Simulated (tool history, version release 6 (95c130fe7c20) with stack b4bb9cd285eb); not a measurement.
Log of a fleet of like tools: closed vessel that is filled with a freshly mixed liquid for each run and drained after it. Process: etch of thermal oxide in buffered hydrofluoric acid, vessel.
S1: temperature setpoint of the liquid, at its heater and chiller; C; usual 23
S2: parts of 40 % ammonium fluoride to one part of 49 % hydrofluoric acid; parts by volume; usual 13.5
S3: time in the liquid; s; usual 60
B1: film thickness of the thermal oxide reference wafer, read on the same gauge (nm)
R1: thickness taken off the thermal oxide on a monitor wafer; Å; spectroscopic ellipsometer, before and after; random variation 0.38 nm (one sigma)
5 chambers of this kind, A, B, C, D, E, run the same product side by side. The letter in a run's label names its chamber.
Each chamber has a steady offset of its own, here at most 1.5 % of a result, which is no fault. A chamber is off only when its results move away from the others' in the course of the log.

| run | hour | S1 | S2 | S3 | B1 | R1 |
|---|---|---|---|---|---|---|
| 1E | 3.5 | 23 | 13.5 | 60 | 40.008 | 490.32 |
| 2A | 8.6 | 23 | 13.5 | 60 | 40.006 | 488.09 |
| 3D | 11.5 | 23 | 13.5 | 60 | 40 | 490.37 |
| 4C | 16.6 | 23 | 13.5 | 60 | 40.048 | 492.4 |
| 5B | 21.4 | 23 | 13.5 | 60 | 40.034 | 485.86 |
| 6D | 26.4 | 23 | 13.5 | 60 | 40.044 | 492.64 |
| 7C | 31.2 | 23 | 13.5 | 60 | 40.021 | 485.89 |
| 8A | 33.6 | 23 | 13.5 | 60 | 40 | 491.16 |
| 9B | 37.1 | 23 | 13.5 | 60 | 39.979 | 485.41 |
| 10E | 41.5 | 23 | 13.5 | 60 | 40.006 | 489.37 |
| 11E | 46.6 | 23 | 13.5 | 60 | 39.979 | 495.53 |
| 12B | 51.5 | 23 | 13.5 | 60 | 39.959 | 483.74 |
| 13A | 56 | 23 | 13.5 | 60 | 39.974 | 495.45 |
| 14D | 59.8 | 23 | 13.5 | 60 | 40.036 | 486.31 |
| 15C | 62.9 | 23 | 13.5 | 60 | 39.99 | 487.23 |
| 16C | 67.1 | 23 | 13.5 | 60 | 39.966 | 488.15 |
| 17E | 69.5 | 23 | 17 | 60 | 39.984 | 388.83 |
| 18B | 73.6 | 23 | 17 | 60 | 40.012 | 391.59 |
| 19D | 75.9 | 23 | 17 | 60 | 40.026 | 395.39 |
| 20A | 78.2 | 23 | 17 | 60 | 40.007 | 392.96 |
| 21E | 81.4 | 23 | 17 | 60 | 40.002 | 394.61 |
| 22D | 85.3 | 23 | 13.5 | 60 | 39.998 | 491.33 |
| 23C | 88.5 | 23 | 13.5 | 60 | 39.991 | 487.94 |
| 24B | 92.7 | 23 | 13.5 | 60 | 39.956 | 483.79 |
| 25A | 95.1 | 23 | 13.5 | 60 | 39.994 | 487.95 |
| 26B | 99.6 | 23 | 13.5 | 60 | 39.974 | 481.1 |
| 27C | 104.7 | 23 | 13.5 | 60 | 40.031 | 489.31 |
| 28A | 107.9 | 23 | 13.5 | 60 | 39.977 | 488.95 |
| 29D | 112.4 | 23 | 13.5 | 60 | 39.976 | 489.35 |
| 30E | 115 | 23 | 13.5 | 60 | 40.002 | 496.84 |
| 31D | 117.8 | 23 | 13.5 | 60 | 40.021 | 493.13 |
| 32E | 121.3 | 23 | 13.5 | 60 | 39.989 | 486.37 |
| 33C | 123.7 | 23 | 13.5 | 60 | 39.974 | 489.78 |
| 34A | 126 | 23 | 13.5 | 60 | 39.977 | 494.32 |
| 35B | 131.1 | 23 | 13.5 | 60 | 40.003 | 478.56 |
| 36E | 135.6 | 23 | 13.5 | 60 | 40.011 | 487.09 |
| 37A | 140.3 | 23 | 13.5 | 60 | 39.949 | 490.18 |
| 38B | 143.7 | 23 | 18 | 75 | 39.992 | 457.27 |
| 39C | 148.5 | 23 | 18 | 75 | 39.965 | 464.16 |
| 40D | 151.8 | 23 | 18 | 75 | 39.976 | 461.18 |
| 41B | 154.9 | 23 | 18 | 75 | 40.004 | 458.15 |
| 42E | 158.5 | 23 | 18 | 75 | 40.012 | 460.31 |
| 43A | 163.6 | 23 | 13.5 | 60 | 40.012 | 490.52 |

Next, every chamber runs the same settings. What will each give?
| 44A | 167.2 | 26.5 | 13.5 | 60 |  | ? |
| 44B | 167.2 | 26.5 | 13.5 | 60 |  | ? |
| 44C | 167.2 | 26.5 | 13.5 | 60 |  | ? |
| 44D | 167.2 | 26.5 | 13.5 | 60 |  | ? |
| 44E | 167.2 | 26.5 | 13.5 | 60 |  | ? |

| run | R1 |
|---|---|
| 44A | 598.37 |
| 44B | 580.25 |
| 44C | 584.93 |
| 44D | 589.17 |
| 44E | 597.1 |
